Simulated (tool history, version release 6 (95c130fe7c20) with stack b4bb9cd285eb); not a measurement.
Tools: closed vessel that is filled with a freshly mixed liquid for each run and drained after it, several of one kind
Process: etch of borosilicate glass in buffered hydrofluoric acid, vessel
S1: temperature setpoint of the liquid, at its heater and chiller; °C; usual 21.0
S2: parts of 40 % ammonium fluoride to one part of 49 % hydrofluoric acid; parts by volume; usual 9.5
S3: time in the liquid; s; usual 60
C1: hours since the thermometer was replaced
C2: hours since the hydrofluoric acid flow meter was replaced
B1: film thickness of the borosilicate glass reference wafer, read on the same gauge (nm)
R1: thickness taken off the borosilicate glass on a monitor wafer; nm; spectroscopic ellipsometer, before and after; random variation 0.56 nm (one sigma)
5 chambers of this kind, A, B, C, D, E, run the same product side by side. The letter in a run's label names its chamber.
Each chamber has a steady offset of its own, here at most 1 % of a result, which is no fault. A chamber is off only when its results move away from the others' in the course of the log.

run 1C hour=9.8 | S1=21.0 S2=9.5 S3=60 | C1=1611.9 C2=1729.6 | B1=80.001 | R1=64.672
run 2A hour=17.3 | S1=21.0 S2=9.5 S3=60 | C1=840.9 C2=418.5 | B1=80.018 | R1=65.985
run 3E hour=24.9 | S1=21.0 S2=9.5 S3=60 | C1=174.6 C2=427.3 | B1=79.988 | R1=64.770
run 4D hour=35.9 | S1=21.0 S2=9.5 S3=60 | C1=200.3 C2=394.0 | B1=80.004 | R1=65.733
run 5B hour=46.8 | S1=21.0 S2=9.5 S3=60 | C1=689.3 C2=126.6 | B1=79.988 | R1=65.460
run 6B hour=54.8 | S1=21.0 S2=6.5 S3=60 | C1=697.3 C2=134.6 | B1=79.992 | R1=95.404
run 7A hour=60.9 | S1=21.0 S2=6.5 S3=60 | C1=884.5 C2=462.1 | B1=79.984 | R1=95.345
run 8D hour=71.8 | S1=21.0 S2=6.5 S3=60 | C1=236.2 C2=429.9 | B1=80.010 | R1=97.311
run 9C hour=82.2 | S1=21.0 S2=6.5 S3=60 | C1=1684.3 C2=1802.0 | B1=79.986 | R1=95.971
run 10E hour=89.6 | S1=21.0 S2=6.5 S3=60 | C1=239.3 C2=492.0 | B1=80.008 | R1=94.631
run 11E hour=95.4 | S1=21.0 S2=9.5 S3=60 | C1=245.1 C2=497.8 | B1=80.007 | R1=65.698
run 12C hour=104.2 | S1=21.0 S2=9.5 S3=60 | C1=1706.3 C2=1824.0 | B1=80.004 | R1=65.179
run 13A hour=110.0 | S1=21.0 S2=5.5 S3=60 | C1=933.6 C2=511.2 | B1=80.001 | R1=112.650
run 14B hour=118.5 | S1=21.0 S2=5.5 S3=60 | C1=761.0 C2=198.3 | B1=80.020 | R1=107.930
run 15D hour=127.8 | S1=21.0 S2=5.5 S3=60 | C1=292.2 C2=485.9 | B1=80.008 | R1=111.420
run 16B hour=139.7 | S1=21.0 S2=5.5 S3=60 | C1=782.2 C2=219.5 | B1=80.018 | R1=108.040
run 17E hour=150.7 | S1=21.0 S2=5.5 S3=60 | C1=300.4 C2=553.1 | B1=80.008 | R1=111.410
run 18D hour=162.6 | S1=21.0 S2=9.5 S3=60 | C1=327.0 C2=520.7 | B1=79.999 | R1=64.573
run 19C hour=171.3 | S1=21.0 S2=9.5 S3=60 | C1=1773.4 C2=1891.1 | B1=80.014 | R1=64.784
run 20A hour=178.3 | S1=21.0 S2=9.5 S3=60 | C1=1001.9 C2=579.5 | B1=80.008 | R1=67.062
-- hour=186.5 chamber C: hydrofluoric acid flow meter replaced
run 21A hour=190.4 | S1=21.0 S2=9.5 S3=60 | C1=1014.0 C2=591.6 | B1=79.965 | R1=65.489
run 22C hour=198.2 | S1=21.0 S2=9.5 S3=60 | C1=1800.3 C2=11.7 | B1=79.993 | R1=65.344
run 23D hour=205.4 | S1=21.0 S2=9.5 S3=60 | C1=369.8 C2=563.5 | B1=79.976 | R1=65.428
run 24B hour=217.4 | S1=21.0 S2=9.5 S3=60 | C1=859.9 C2=297.2 | B1=79.974 | R1=62.016
run 25E hour=222.7 | S1=21.0 S2=9.5 S3=60 | C1=372.4 C2=625.1 | B1=79.974 | R1=64.684
run 26D hour=234.0 | S1=21.0 S2=9.5 S3=60 | C1=398.4 C2=592.1 | B1=79.997 | R1=65.732
run 27A hour=241.3 | S1=24.5 S2=9.5 S3=70 | C1=1064.9 C2=642.5 | B1=80.005 | R1=92.377
run 28E hour=251.3 | S1=24.5 S2=9.5 S3=70 | C1=401.0 C2=653.7 | B1=79.994 | R1=91.048
run 29B hour=260.1 | S1=24.5 S2=9.5 S3=70 | C1=902.6 C2=339.9 | B1=80.010 | R1=86.195
run 30C hour=267.0 | S1=24.5 S2=9.5 S3=70 | C1=1869.1 C2=80.5 | B1=80.002 | R1=91.472
run 31D hour=273.9 | S1=24.5 S2=9.5 S3=70 | C1=438.3 C2=632.0 | B1=80.004 | R1=92.119
run 32E hour=279.8 | S1=21.0 S2=9.5 S3=60 | C1=429.5 C2=682.2 | B1=79.997 | R1=65.586
run 33C hour=288.1 | S1=21.0 S2=9.5 S3=60 | C1=1890.2 C2=101.6 | B1=80.002 | R1=64.780

What goes on in this fleet: one chamber off, a drifting gauge, or nothing beyond the chambers' own small offsets? Name the chamber and the cause, if any.

Chamber B drifts away from the others.
Cause: hydrofluoric acid flow below the setpoint (%) = 10.8.
The log may not tell that from: liquid colder than its thermometer reads (K).

Here are 4 candidates for chamber B's next run, each the usual settings with a change, their results left as question marks. Which one brings its results back in line with what the others give on the usual settings?
In line means no further than this from the other chambers' mean on the usual settings: R1 2.000 nm
run 34B-1 hour=296.8 | S1=21.0 S2=9.5 S3=55 | R1=?
run 34B-2 hour=296.8 | S1=21.0 S2=8.5 S3=60 | R1=?
run 34B-3 hour=296.8 | S1=17.5 S2=9.5 S3=60 | R1=?
run 34B-4 hour=296.8 | S1=21.0 S2=9.0 S3=70 | R1=?

The other chambers' mean on the usual settings: R1 65.432 nm
run=34B-1 R1=54.720
run=34B-2 R1=65.454
run=34B-3 R1=49.234
run=34B-4 R1=73.404
34B-2 brings the chamber back in line.
